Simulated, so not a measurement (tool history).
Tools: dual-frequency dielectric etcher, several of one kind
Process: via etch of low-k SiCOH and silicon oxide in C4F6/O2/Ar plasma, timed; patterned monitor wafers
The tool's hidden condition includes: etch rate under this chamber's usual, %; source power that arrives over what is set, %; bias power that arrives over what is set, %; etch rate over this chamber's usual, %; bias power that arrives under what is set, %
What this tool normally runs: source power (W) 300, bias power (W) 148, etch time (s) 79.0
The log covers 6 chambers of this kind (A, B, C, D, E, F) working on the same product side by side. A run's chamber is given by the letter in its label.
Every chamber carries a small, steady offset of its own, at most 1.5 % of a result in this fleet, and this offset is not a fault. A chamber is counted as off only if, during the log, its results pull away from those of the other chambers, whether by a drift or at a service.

run,day,source power (W),bias power (W),etch time (s),hours since the last wet clean,hours since the last source power generator calibration,hours since the last bias power generator calibration,"read-back reference wafer on the same gauge, depth_nm",mean etch depth across the wafer (Å)
1A,0.375,300,148,79.0,292.5,3397.2,1123.8,172.97,1871.5
2E,0.875,300,148,79.0,281.9,3125.8,186.7,173.00,1859.8
3F,1.317,300,148,79.0,342.6,1582.6,2472.9,173.03,1855.1
4C,1.658,300,148,79.0,271.2,695.4,1734.5,172.95,1863.0
5D,2.229,300,148,79.0,394.5,2317.2,967.7,172.92,1846.4
6B,2.571,260,148,97.5,319.7,585.5,3601.7,173.10,2150.5
7E,2.979,260,148,97.5,332.4,3176.3,237.2,173.02,2169.9
8C,3.446,260,148,97.5,314.1,738.3,1777.4,172.97,2178.7
9F,3.954,260,148,97.5,405.9,1645.9,2536.2,172.98,2153.4
10B,4.338,260,148,97.5,362.1,627.9,3644.1,172.95,2153.1
# day 4.383: chamber A: wet clean of the chamber
11D,4.929,260,148,97.5,459.3,2382.0,1032.5,172.95,2151.5
12A,5.546,300,148,79.0,28.0,3521.3,1247.9,172.90,1867.5
13A,6.138,300,148,79.0,42.2,3535.5,1262.1,172.96,1871.5
14C,6.575,300,148,79.0,389.2,813.4,1852.5,173.02,1873.2
15D,6.850,300,148,79.0,505.4,2428.1,1078.6,172.95,1843.9
# day 7.008: chamber E: wet clean of the chamber
16E,7.146,260,148,79.0,3.3,3276.3,337.2,172.96,1713.4
17B,7.575,260,148,79.0,439.8,705.6,3721.8,173.07,1740.8
# day 7.625: chamber F: wet clean of the chamber
18F,7.933,260,148,79.0,7.4,1741.4,2631.7,172.93,1747.0
19C,8.517,260,148,79.0,435.8,860.0,1899.1,173.01,1769.0
# day 8.758: chamber B: wet clean of the chamber
20F,9.008,260,148,79.0,33.2,1767.2,2657.5,172.98,1748.0
21B,9.454,260,148,79.0,16.8,750.7,3766.9,173.05,1736.3
22E,10.054,300,148,79.0,73.1,3346.1,407.0,173.10,1815.2
23D,10.467,300,148,79.0,592.2,2514.9,1165.4,173.10,1845.6
24A,10.829,300,148,79.0,154.8,3648.1,1374.7,172.96,1867.7
25B,11.429,300,148,79.0,64.2,798.1,3814.3,172.96,1831.3
# day 11.779: chamber D: wet clean of the chamber
26F,11.971,300,148,79.0,104.3,1838.3,2728.6,172.97,1851.1
27C,12.292,300,148,79.0,526.4,950.6,1989.7,173.04,1864.3
28A,12.754,300,148,79.0,201.0,3694.3,1420.9,172.97,1861.3
29D,13.108,300,148,79.0,32.0,2578.3,1228.8,172.93,1845.2
30E,13.454,300,148,79.0,154.7,3427.7,488.6,173.01,1809.9
31B,13.838,300,148,79.0,122.0,855.9,3872.1,173.03,1833.8
32F,14.267,300,148,79.0,159.4,1893.4,2783.7,173.13,1844.7
33E,14.667,300,148,70.0,183.8,3456.8,517.7,173.01,1606.2
34D,15.038,300,148,70.0,78.3,2624.6,1275.1,172.98,1633.6
# day 15.100: chamber C: bias power generator calibrated
35A,15.350,300,148,70.0,263.3,3756.6,1483.2,172.99,1661.7
36C,15.925,300,148,70.0,613.6,1037.8,19.8,173.05,1656.7
# day 16.388: chamber C: wet clean of the chamber
37E,16.533,300,148,70.0,228.6,3501.6,562.5,172.89,1606.2
38A,16.842,300,148,70.0,299.1,3792.4,1519.0,173.00,1645.5
39C,17.233,300,148,79.0,20.3,1069.2,51.2,173.06,1864.9
40B,17.792,300,148,79.0,216.9,950.8,3967.0,172.98,1836.7
41F,18.212,300,148,79.0,254.1,1988.1,2878.4,173.01,1848.2
42D,18.704,300,148,79.0,166.3,2712.6,1363.1,173.06,1840.0
43E,19.212,300,148,79.0,292.9,3565.9,626.8,173.02,1816.8

Predict what each chamber gives when all 6 of them run the settings below next.
44A,19.662,300,148,69.0,,,,,?
44B,19.662,300,148,69.0,,,,,?
44C,19.662,300,148,69.0,,,,,?
44D,19.662,300,148,69.0,,,,,?
44E,19.662,300,148,69.0,,,,,?
44F,19.662,300,148,69.0,,,,,?

run,mean etch depth across the wafer (Å)
44A,1628.7
44B,1607.1
44C,1628.2
44D,1612.6
44E,1583.9
44F,1617.2
